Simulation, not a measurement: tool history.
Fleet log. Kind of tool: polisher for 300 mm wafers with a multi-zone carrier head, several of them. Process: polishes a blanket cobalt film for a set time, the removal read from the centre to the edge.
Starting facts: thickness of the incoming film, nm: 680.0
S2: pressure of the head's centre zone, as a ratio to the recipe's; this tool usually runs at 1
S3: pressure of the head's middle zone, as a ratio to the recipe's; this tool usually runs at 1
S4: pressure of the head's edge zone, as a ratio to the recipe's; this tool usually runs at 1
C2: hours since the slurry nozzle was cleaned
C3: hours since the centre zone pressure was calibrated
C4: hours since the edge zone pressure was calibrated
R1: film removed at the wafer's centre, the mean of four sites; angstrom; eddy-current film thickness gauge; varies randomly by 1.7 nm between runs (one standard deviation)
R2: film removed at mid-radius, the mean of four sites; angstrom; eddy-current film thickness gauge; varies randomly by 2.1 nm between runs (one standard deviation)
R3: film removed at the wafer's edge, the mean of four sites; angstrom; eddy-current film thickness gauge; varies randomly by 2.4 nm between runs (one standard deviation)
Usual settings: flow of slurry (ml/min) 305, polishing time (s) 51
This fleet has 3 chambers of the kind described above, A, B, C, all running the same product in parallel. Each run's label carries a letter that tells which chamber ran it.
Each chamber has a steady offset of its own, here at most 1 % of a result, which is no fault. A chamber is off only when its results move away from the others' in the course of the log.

Run 1B, day 0.271: usual settings; wafers polished on this pad 210; C2 384.1; C3 1046.5; C4 136.5. Result: R1 1751.7 angstrom, R2 1763.4 angstrom, R3 1773.9 angstrom.
At day 0.542: chamber A: worn pad replaced by a new one.
Run 2A, day 0.583: usual settings; wafers polished on this pad 6; C2 193.6; C3 720.2; C4 510.6. Result: R1 1752.2 angstrom, R2 1737.2 angstrom, R3 1812.3 angstrom.
Run 3C, day 0.925: usual settings; wafers polished on this pad 534; C2 518.2; C3 154.2; C4 140.7. Result: R1 1767.3 angstrom, R2 1748.6 angstrom, R3 1754.8 angstrom.
Run 4C, day 1.117: usual settings; wafers polished on this pad 563; C2 522.8; C3 158.8; C4 145.3. Result: R1 1761.7 angstrom, R2 1772.4 angstrom, R3 1784.2 angstrom.
Run 5B, day 1.45: usual settings; wafers polished on this pad 389; C2 412.4; C3 1074.8; C4 164.8. Result: R1 1750.4 angstrom, R2 1797 angstrom, R3 1776.7 angstrom.
Run 6A, day 1.671: usual settings; wafers polished on this pad 171; C2 219.7; C3 746.3; C4 536.7. Result: R1 1748 angstrom, R2 1721.6 angstrom, R3 1770.7 angstrom.
Run 7B, day 1.904: usual settings but S2 0.94, polishing time (s) 36; wafers polished on this pad 458; C2 423.3; C3 1085.7; C4 175.7. Result: R1 1108.4 angstrom, R2 1229.4 angstrom, R3 1238.8 angstrom.
Run 8C, day 2.3: usual settings but S2 0.94, polishing time (s) 36; wafers polished on this pad 743; C2 551.2; C3 187.2; C4 173.7. Result: R1 1153.7 angstrom, R2 1227.3 angstrom, R3 1211.4 angstrom.
Run 9A, day 2.567: usual settings but S2 0.94, polishing time (s) 36; wafers polished on this pad 307; C2 241.2; C3 767.8; C4 558.2. Result: R1 1156.6 angstrom, R2 1243.3 angstrom, R3 1238.1 angstrom.
Run 10B, day 2.95: usual settings; wafers polished on this pad 617; C2 448.4; C3 1110.8; C4 200.8. Result: R1 1696.6 angstrom, R2 1759.9 angstrom, R3 1803.5 angstrom.
Run 11A, day 3.246: usual settings; wafers polished on this pad 410; C2 257.5; C3 784.1; C4 574.5. Result: R1 1761.1 angstrom, R2 1749.9 angstrom, R3 1780.7 angstrom.
Run 12C, day 3.6: usual settings; wafers polished on this pad 940; C2 582.4; C3 218.4; C4 204.9. Result: R1 1805.5 angstrom, R2 1765.2 angstrom, R3 1697.6 angstrom.
Run 13C, day 3.946: usual settings but S3 1.1; wafers polished on this pad 993; C2 590.7; C3 226.7; C4 213.2. Result: R1 1810.1 angstrom, R2 1908.4 angstrom, R3 1740.5 angstrom.
At day 3.95: chamber B: slurry nozzle cleaned.
At day 4.083: chamber A: edge zone pressure recalibrated.
Run 14B, day 4.2: usual settings but S3 1.1; wafers polished on this pad 807; C2 6.1; C3 1140.8; C4 230.8. Result: R1 1751.1 angstrom, R2 1911.1 angstrom, R3 1784.1 angstrom.
Run 15A, day 4.554: usual settings but S3 1.1; wafers polished on this pad 609; C2 288.9; C3 815.5; C4 11.4. Result: R1 1728.3 angstrom, R2 1913.1 angstrom, R3 1770.3 angstrom.
At day 4.725: chamber A: worn pad replaced by a new one.
Run 16A, day 4.842: usual settings; wafers polished on this pad 18; C2 295.8; C3 822.4; C4 18.3. Result: R1 1741.8 angstrom, R2 1788.3 angstrom, R3 1738.9 angstrom.
Run 17C, day 5.042: usual settings but S2 1.09, S3 0.94; wafers polished on this pad 1159; C2 617; C3 253; C4 239.5. Result: R1 1983.8 angstrom, R2 1669.2 angstrom, R3 1752.8 angstrom.
Run 18B, day 5.425: usual settings but S2 1.09, S3 0.94; wafers polished on this pad 993; C2 35.5; C3 1170.2; C4 260.2. Result: R1 1932.2 angstrom, R2 1675 angstrom, R3 1724.9 angstrom.
Run 19B, day 5.646: usual settings but S2 1.09, S3 0.94; wafers polished on this pad 1027; C2 40.8; C3 1175.5; C4 265.5. Result: R1 1901.5 angstrom, R2 1679 angstrom, R3 1764.2 angstrom.
Run 20C, day 5.821: usual settings; wafers polished on this pad 1278; C2 635.7; C3 271.7; C4 258.2. Result: R1 1809.7 angstrom, R2 1729.2 angstrom, R3 1760.7 angstrom.
Run 21A, day 6.179: usual settings but flow of slurry (ml/min) 225, polishing time (s) 64; wafers polished on this pad 221; C2 327.9; C3 854.5; C4 50.4. Result: R1 2083.7 angstrom, R2 2125 angstrom, R3 2145.6 angstrom.
Run 22A, day 6.458: usual settings but flow of slurry (ml/min) 225, polishing time (s) 64; wafers polished on this pad 263; C2 334.6; C3 861.2; C4 57.1. Result: R1 2112.1 angstrom, R2 2140.8 angstrom, R3 2180.1 angstrom.
At day 6.708: chamber C: worn pad replaced by a new one.
Run 23C, day 6.829: usual settings but flow of slurry (ml/min) 225, polishing time (s) 64; wafers polished on this pad 18; C2 659.9; C3 295.9; C4 282.4. Result: R1 2211 angstrom, R2 2145.5 angstrom, R3 2107.2 angstrom.
At day 7.125: chamber B: worn pad replaced by a new one.
Run 24B, day 7.208: usual settings; wafers polished on this pad 13; C2 78.3; C3 1213; C4 303. Result: R1 1713.9 angstrom, R2 1786.3 angstrom, R3 1790.6 angstrom.
Run 25C, day 7.608: usual settings; wafers polished on this pad 136; C2 678.6; C3 314.6; C4 301.1. Result: R1 1874.5 angstrom, R2 1773.6 angstrom, R3 1760.5 angstrom.
At day 7.783: chamber B: centre zone pressure recalibrated.
Run 26A, day 7.888: usual settings; wafers polished on this pad 480; C2 368.9; C3 895.5; C4 91.4. Result: R1 1751.5 angstrom, R2 1793.4 angstrom, R3 1723.6 angstrom.
At day 8.062: chamber A: worn pad replaced by a new one.
Run 27B, day 8.117: usual settings; wafers polished on this pad 151; C2 100.1; C3 8.1; C4 324.8. Result: R1 1739.5 angstrom, R2 1759.2 angstrom, R3 1793.4 angstrom.
Run 28A, day 8.512: usual settings; wafers polished on this pad 68; C2 383.9; C3 910.5; C4 106.4. Result: R1 1762.6 angstrom, R2 1752.7 angstrom, R3 1747.1 angstrom.
At day 8.688: chamber A: slurry nozzle cleaned.
Run 29C, day 8.692: usual settings; wafers polished on this pad 301; C2 704.6; C3 340.6; C4 327.1. Result: R1 1851.1 angstrom, R2 1724.6 angstrom, R3 1747.8 angstrom.
Run 30B, day 8.871: usual settings; wafers polished on this pad 265; C2 118.2; C3 26.2; C4 342.9. Result: R1 1754.1 angstrom, R2 1751.8 angstrom, R3 1750.6 angstrom.
Run 31B, day 9.083: usual settings; wafers polished on this pad 297; C2 123.3; C3 31.3; C4 348. Result: R1 1725.3 angstrom, R2 1791.8 angstrom, R3 1771.4 angstrom.
Run 32C, day 9.454: usual settings but S4 0.94; wafers polished on this pad 417; C2 722.9; C3 358.9; C4 345.4. Result: R1 1895.5 angstrom, R2 1776.2 angstrom, R3 1698.4 angstrom.
At day 9.508: chamber A: centre zone pressure recalibrated.
Run 33A, day 9.667: usual settings but S4 0.94; wafers polished on this pad 244; C2 23.5; C3 3.8; C4 134.1. Result: R1 1751.2 angstrom, R2 1773.3 angstrom, R3 1750.9 angstrom.
Run 34C, day 10.012: usual settings but S4 0.94; wafers polished on this pad 501; C2 736.3; C3 372.3; C4 358.8. Result: R1 1908.4 angstrom, R2 1719.2 angstrom, R3 1704.1 angstrom.
Run 35A, day 10.379: usual settings; wafers polished on this pad 352; C2 40.6; C3 20.9; C4 151.2. Result: R1 1725.8 angstrom, R2 1732.3 angstrom, R3 1779.9 angstrom.
Run 36B, day 10.758: usual settings but flow of slurry (ml/min) 350; wafers polished on this pad 552; C2 163.5; C3 71.5; C4 388.2. Result: R1 1781.1 angstrom, R2 1768 angstrom, R3 1793.6 angstrom.
Run 37A, day 10.988: usual settings but flow of slurry (ml/min) 350; wafers polished on this pad 444; C2 55.2; C3 35.5; C4 165.8. Result: R1 1766.5 angstrom, R2 1804.4 angstrom, R3 1751.7 angstrom.
Run 38C, day 11.329: usual settings but flow of slurry (ml/min) 350; wafers polished on this pad 701; C2 767.9; C3 403.9; C4 390.4. Result: R1 1922.2 angstrom, R2 1780 angstrom, R3 1812.5 angstrom.
Run 39B, day 11.533: usual settings; wafers polished on this pad 670; C2 182.1; C3 90.1; C4 406.8. Result: R1 1766.2 angstrom, R2 1757.8 angstrom, R3 1746.4 angstrom.
At day 11.588: chamber A: worn pad replaced by a new one.
Run 40A, day 11.758: usual settings; wafers polished on this pad 26; C2 73.7; C3 54; C4 184.3. Result: R1 1756.8 angstrom, R2 1732.6 angstrom, R3 1734.7 angstrom.

Which is it: a chamber that has drifted or been left off by a service, a gauge drift common to all chambers, or only each chamber's usual small offset? If a chamber is off, name it and its likeliest cause.

One chamber, C, drifts off from the rest bit by bit.
Cause: centre zone's pressure above its setpoint, % = 8.12.

Below are 4 candidate recipes for chamber C's next run, each the usual settings with a change, their results shown as question marks. Which of them brings C's results back in line with what the other chambers give on the usual settings?
Counts as in line when no further than this from what the other chambers average on the usual settings: R1 60 angstrom; R2 72 angstrom; R3 84 angstrom
Run 41C-1, day 12.042: usual settings but S2 1.03, S3 0.99, S4 0.99. Result: R1 ?, R2 ?, R3 ?.
Run 41C-2, day 12.042: usual settings but S2 0.97, S3 1.01, S4 1.01. Result: R1 ?, R2 ?, R3 ?.
Run 41C-3, day 12.042: usual settings but flow of slurry (ml/min) 310, S2 1.08, S3 0.99, S4 0.97. Result: R1 ?, R2 ?, R3 ?.
Run 41C-4, day 12.042: usual settings but flow of slurry (ml/min) 300, S2 0.92, S3 1.01, S4 1.03. Result: R1 ?, R2 ?, R3 ?.

Average result of the remaining chambers running the usual settings: R1 1743.2 angstrom; R2 1757.4 angstrom; R3 1762.1 angstrom
  run      R1      R2      R3
41C-1    1984    1731  1737.2
41C-2  1858.9  1763.1  1755.3
41C-3    2092  1733.2  1720.6
41C-4  1751.3  1760.8  1771.8
The right change is 41C-4: it brings the chamber back within the allowed miss of the others.
